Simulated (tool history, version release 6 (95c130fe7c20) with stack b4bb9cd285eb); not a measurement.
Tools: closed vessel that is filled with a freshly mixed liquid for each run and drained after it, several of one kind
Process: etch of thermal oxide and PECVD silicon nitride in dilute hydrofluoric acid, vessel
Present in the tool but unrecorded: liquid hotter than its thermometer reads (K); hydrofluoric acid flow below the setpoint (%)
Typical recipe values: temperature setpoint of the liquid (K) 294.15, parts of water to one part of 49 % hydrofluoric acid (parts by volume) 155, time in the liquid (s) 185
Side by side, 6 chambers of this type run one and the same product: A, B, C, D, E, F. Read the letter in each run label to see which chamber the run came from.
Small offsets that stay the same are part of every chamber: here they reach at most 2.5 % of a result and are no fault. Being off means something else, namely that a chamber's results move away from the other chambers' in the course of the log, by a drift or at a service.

run,hour,temperature setpoint of the liquid (K),parts of water to one part of 49 % hydrofluoric acid (parts by volume),time in the liquid (s),hours since the thermometer was replaced,hours since the hydrofluoric acid flow meter was replaced,"read-back film thickness of the thermal oxide reference wafer, read on the same gauge (nm)","read-back film thickness of the PECVD silicon nitride reference wafer, read on the same gauge (nm)",thickness taken off the thermal oxide on a monitor wafer (Å),thickness taken off the PECVD silicon nitride on a monitor wafer (Å)
# hour 3.5: chamber D: hydrofluoric acid flow meter replaced
1E,5.0,294.15,155,185,888.9,537.3,79.991,80.022,46.982,52.134
2A,10.6,294.15,155,185,1224.6,1347.7,80.011,80.015,46.874,52.910
3F,16.1,294.15,155,185,1775.1,664.4,79.979,79.985,47.134,53.927
4B,22.9,294.15,155,185,140.2,632.7,79.995,79.991,45.880,53.698
5D,27.9,291.15,155,185,887.0,24.4,79.999,79.996,41.225,43.924
6C,32.9,291.15,155,185,670.0,410.7,79.993,79.998,41.374,44.301
7A,41.9,291.15,155,185,1255.9,1379.0,80.010,80.002,41.234,43.151
8B,51.8,291.15,155,185,169.1,661.6,79.979,80.009,40.710,43.863
9C,56.8,291.15,155,185,693.9,434.6,80.035,80.013,41.498,44.397
10D,63.2,291.15,155,185,922.3,59.7,80.016,80.012,41.124,44.171
11E,70.5,294.15,155,185,954.4,602.8,79.971,80.009,46.950,52.169
# hour 70.9: chamber A: thermometer replaced
12F,79.1,294.15,155,185,1838.1,727.4,79.995,79.983,47.244,53.775
13B,90.1,294.15,155,185,207.4,699.9,79.991,80.018,46.310,53.639
14F,98.4,294.15,155,185,1857.4,746.7,80.010,79.995,46.973,53.702
15D,107.0,294.15,155,185,966.1,103.5,79.996,79.990,46.778,53.160
16A,117.1,294.15,155,185,46.3,1454.2,80.007,80.008,46.369,53.217
17C,122.5,294.15,155,185,759.6,500.3,79.990,79.981,46.785,54.059
18E,127.5,294.15,155,185,1011.4,659.8,79.976,79.991,46.132,51.856
19F,132.5,294.15,155,185,1891.5,780.8,79.991,80.007,46.882,54.310
# hour 134.9: chamber F: thermometer replaced
20E,140.5,294.15,155,185,1024.4,672.8,80.027,79.983,45.702,51.159
21B,147.3,294.15,155,185,264.6,757.1,80.003,79.983,46.059,53.857
22D,155.9,294.15,155,185,1015.0,152.4,79.975,80.017,46.440,53.467
23C,166.1,294.15,155,185,803.2,543.9,80.005,79.985,46.748,53.802
24A,174.7,294.15,155,185,103.9,1511.8,79.997,80.010,46.676,52.838
25E,180.3,294.15,155,185,1064.2,712.6,79.977,80.008,45.641,51.306
26B,186.4,294.15,155,185,303.7,796.2,80.009,79.986,46.106,54.530
27A,194.4,294.15,155,185,123.6,1531.5,79.998,79.984,46.332,52.815
28C,199.6,294.15,155,185,836.7,577.4,79.999,80.011,46.713,53.412
29F,205.2,294.15,155,185,70.3,853.5,79.990,79.979,47.124,53.120
30D,211.8,294.15,155,185,1070.9,208.3,80.007,80.018,46.804,53.213
31B,217.4,291.65,155,220,334.7,827.2,79.995,79.997,49.698,54.369
32E,225.4,291.65,155,220,1109.3,757.7,80.018,80.018,49.200,51.622
33F,234.3,291.65,155,220,99.4,882.6,80.001,80.014,50.840,53.714
34C,242.7,291.65,155,220,879.8,620.5,79.983,79.990,50.407,54.257
35A,251.5,291.65,155,220,180.7,1588.6,79.987,80.007,49.740,53.026
36D,257.7,291.65,155,220,1116.8,254.2,79.991,79.975,50.332,53.768
37D,267.7,294.15,155,185,1126.8,264.2,80.015,80.004,46.496,53.597
38A,278.5,294.15,125,250,207.7,1615.6,79.989,79.994,80.207,88.376
39B,284.0,294.15,125,250,401.3,893.8,79.999,79.986,80.126,90.372
40F,293.5,294.15,125,250,158.6,941.8,79.997,80.010,81.428,88.739

Is one chamber out of step, is the gauge drifting, or do the chambers differ by no more than their own small offsets? For an off chamber, give its letter and the likeliest cause.

Little by little, chamber E moves away from the other chambers.
Most likely cause: hydrofluoric acid flow below the setpoint (%) = 3.18.

Below are 4 candidate recipes for chamber E's next run, each the usual settings with a change, their results shown as question marks. Which of them brings E's results back in line with what the other chambers give on the usual settings?
In line here means within this much of the mean the other chambers give on the usual settings: thickness taken off the thermal oxide on a monitor wafer (Å) 0.730; thickness taken off the PECVD silicon nitride on a monitor wafer (Å) 0.990
41E-1,301.4,293.65,150,180,,,,,?,?
41E-2,301.4,294.65,160,190,,,,,?,?
41E-3,301.4,295.15,160,190,,,,,?,?
41E-4,301.4,293.15,150,180,,,,,?,?

Average result of the remaining chambers running the usual settings: thickness taken off the thermal oxide on a monitor wafer (Å) 46.540; thickness taken off the PECVD silicon nitride on a monitor wafer (Å) 53.597
run,thickness taken off the thermal oxide on a monitor wafer (Å),thickness taken off the PECVD silicon nitride on a monitor wafer (Å)
41E-1,44.855,49.049
41E-2,45.654,51.917
41E-3,46.546,53.643
41E-4,43.976,47.444
41E-3 is the one that brings the chamber's results back in line with the other chambers.

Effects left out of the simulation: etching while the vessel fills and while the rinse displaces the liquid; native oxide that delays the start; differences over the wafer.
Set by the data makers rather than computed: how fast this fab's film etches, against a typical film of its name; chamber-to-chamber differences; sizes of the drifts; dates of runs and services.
